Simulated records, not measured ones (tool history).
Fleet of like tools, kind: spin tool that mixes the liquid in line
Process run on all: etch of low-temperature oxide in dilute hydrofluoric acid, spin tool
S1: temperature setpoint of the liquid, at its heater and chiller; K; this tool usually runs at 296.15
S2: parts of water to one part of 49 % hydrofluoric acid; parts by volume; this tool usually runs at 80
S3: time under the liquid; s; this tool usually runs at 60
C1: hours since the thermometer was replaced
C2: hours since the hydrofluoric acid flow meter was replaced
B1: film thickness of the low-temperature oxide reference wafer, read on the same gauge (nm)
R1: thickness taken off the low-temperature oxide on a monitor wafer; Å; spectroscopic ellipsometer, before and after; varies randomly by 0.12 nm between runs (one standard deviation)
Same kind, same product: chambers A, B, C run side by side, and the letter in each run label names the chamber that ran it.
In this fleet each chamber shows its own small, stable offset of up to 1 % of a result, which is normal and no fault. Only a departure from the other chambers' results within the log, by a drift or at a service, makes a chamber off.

run 1C hour=7 | S1=296.15 S2=80 S3=60 | C1=613.5 C2=1112.1 | B1=90.017 | R1=174.05
run 2B hour=19.2 | S1=296.15 S2=80 S3=60 | C1=418.4 C2=354.4 | B1=90.029 | R1=173.96
run 3A hour=30.3 | S1=296.15 S2=80 S3=60 | C1=873.9 C2=673.4 | B1=89.99 | R1=175.69
run 4A hour=38.3 | S1=296.15 S2=80 S3=60 | C1=881.9 C2=681.4 | B1=89.968 | R1=177.49
run 5B hour=45.8 | S1=296.15 S2=80 S3=60 | C1=445 C2=381 | B1=90.001 | R1=174.23
run 6C hour=52.9 | S1=296.15 S2=80 S3=60 | C1=659.4 C2=1158 | B1=90.026 | R1=173.77
run 7B hour=63.1 | S1=296.15 S2=80 S3=60 | C1=462.3 C2=398.3 | B1=89.985 | R1=175.63
run 8C hour=69.6 | S1=296.15 S2=80 S3=60 | C1=676.1 C2=1174.7 | B1=90.036 | R1=175.07
run 9A hour=77.3 | S1=296.15 S2=80 S3=60 | C1=920.9 C2=720.4 | B1=90.043 | R1=176.59
run 10A hour=87.7 | S1=296.15 S2=80 S3=60 | C1=931.3 C2=730.8 | B1=89.975 | R1=176.72
run 11B hour=94.4 | S1=296.15 S2=80 S3=60 | C1=493.6 C2=429.6 | B1=90.001 | R1=174.6
-- hour=99.2 chamber C: hydrofluoric acid flow meter replaced
run 12C hour=102.7 | S1=296.15 S2=80 S3=60 | C1=709.2 C2=3.5 | B1=90.014 | R1=174.75
run 13A hour=111.2 | S1=299.65 S2=80 S3=90 | C1=954.8 C2=754.3 | B1=90.001 | R1=304.69
run 14B hour=123.4 | S1=299.65 S2=80 S3=90 | C1=522.6 C2=458.6 | B1=89.997 | R1=300.38
-- hour=129 chamber B: thermometer replaced
run 15C hour=133 | S1=299.65 S2=80 S3=90 | C1=739.5 C2=33.8 | B1=90.013 | R1=298.57
run 16B hour=142.4 | S1=296.15 S2=80 S3=60 | C1=13.5 C2=477.6 | B1=89.946 | R1=173.18
run 17C hour=150.3 | S1=293.65 S2=80 S3=60 | C1=756.8 C2=51.1 | B1=89.948 | R1=155.05
run 18A hour=163.1 | S1=293.65 S2=80 S3=60 | C1=1006.7 C2=806.2 | B1=89.992 | R1=159.73
run 19C hour=171.6 | S1=293.65 S2=80 S3=60 | C1=778.1 C2=72.4 | B1=90.049 | R1=153.62
run 20A hour=180.7 | S1=296.15 S2=80 S3=60 | C1=1024.3 C2=823.8 | B1=90.011 | R1=174.57
run 21B hour=187 | S1=296.15 S2=80 S3=60 | C1=58.1 C2=522.2 | B1=89.958 | R1=172.29
run 22A hour=192.6 | S1=296.15 S2=60 S3=60 | C1=1036.2 C2=835.7 | B1=90.03 | R1=242.18
run 23C hour=205.3 | S1=296.15 S2=60 S3=60 | C1=811.8 C2=106.1 | B1=89.961 | R1=230.7
run 24B hour=211.6 | S1=296.15 S2=60 S3=60 | C1=82.7 C2=546.8 | B1=90.034 | R1=239.06
run 25C hour=223.1 | S1=296.15 S2=80 S3=60 | C1=829.6 C2=123.9 | B1=90.056 | R1=168.55
run 26B hour=234.8 | S1=296.15 S2=80 S3=60 | C1=105.9 C2=570 | B1=89.998 | R1=176.3
run 27A hour=244.9 | S1=296.15 S2=80 S3=60 | C1=1088.5 C2=888 | B1=89.984 | R1=177.57
run 28B hour=253.1 | S1=296.15 S2=80 S3=60 | C1=124.2 C2=588.3 | B1=90.049 | R1=172.61
run 29A hour=263.9 | S1=296.15 S2=80 S3=60 | C1=1107.5 C2=907 | B1=90.009 | R1=176.75
run 30C hour=269.5 | S1=296.15 S2=80 S3=60 | C1=876 C2=170.3 | B1=90.031 | R1=167.81
run 31C hour=276.1 | S1=296.15 S2=80 S3=60 | C1=882.6 C2=176.9 | B1=89.997 | R1=165.77
run 32A hour=282.3 | S1=296.15 S2=80 S3=60 | C1=1125.9 C2=925.4 | B1=90.005 | R1=177.16
run 33B hour=293.2 | S1=296.15 S2=80 S3=60 | C1=164.3 C2=628.4 | B1=89.982 | R1=174.45
run 34A hour=298.9 | S1=300.15 S2=80 S3=45 | C1=1142.5 C2=942 | B1=90.037 | R1=155.23
run 35B hour=309.5 | S1=300.15 S2=80 S3=45 | C1=180.6 C2=644.7 | B1=90.025 | R1=152.94
run 36C hour=316.8 | S1=300.15 S2=80 S3=45 | C1=923.3 C2=217.6 | B1=89.937 | R1=144.56

Is one chamber off against the others, does the gauge drift, or is nothing wrong? If a chamber is off, say which, and what the likeliest cause is.

One chamber, C, drifts off from the rest bit by bit.
Most likely cause: liquid colder than its thermometer reads (K) = 1.43.
With only this log, it may be confused with: hydrofluoric acid flow below the setpoint (%).

Here are 4 candidates for chamber C's next run, each the usual settings with a change, their results left as question marks. Which one brings its results back in line with what the others give on the usual settings?
To be in line, a result may differ from the other chambers' mean on the usual settings by at most: R1 4.3 Å
run 37C-1 hour=325.9 | S1=294.65 S2=80 S3=60 | R1=?
run 37C-2 hour=325.9 | S1=293.65 S2=80 S3=60 | R1=?
run 37C-3 hour=325.9 | S1=299.15 S2=80 S3=60 | R1=?
run 37C-4 hour=325.9 | S1=296.15 S2=75 S3=60 | R1=?

Usual-settings mean across the other chambers: R1 175.6 Å
run=37C-1 R1=155.48
run=37C-2 R1=149.18
run=37C-3 R1=186.36
run=37C-4 R1=177.17
Change 37C-4 lands the chamber within the allowed miss of the other chambers.
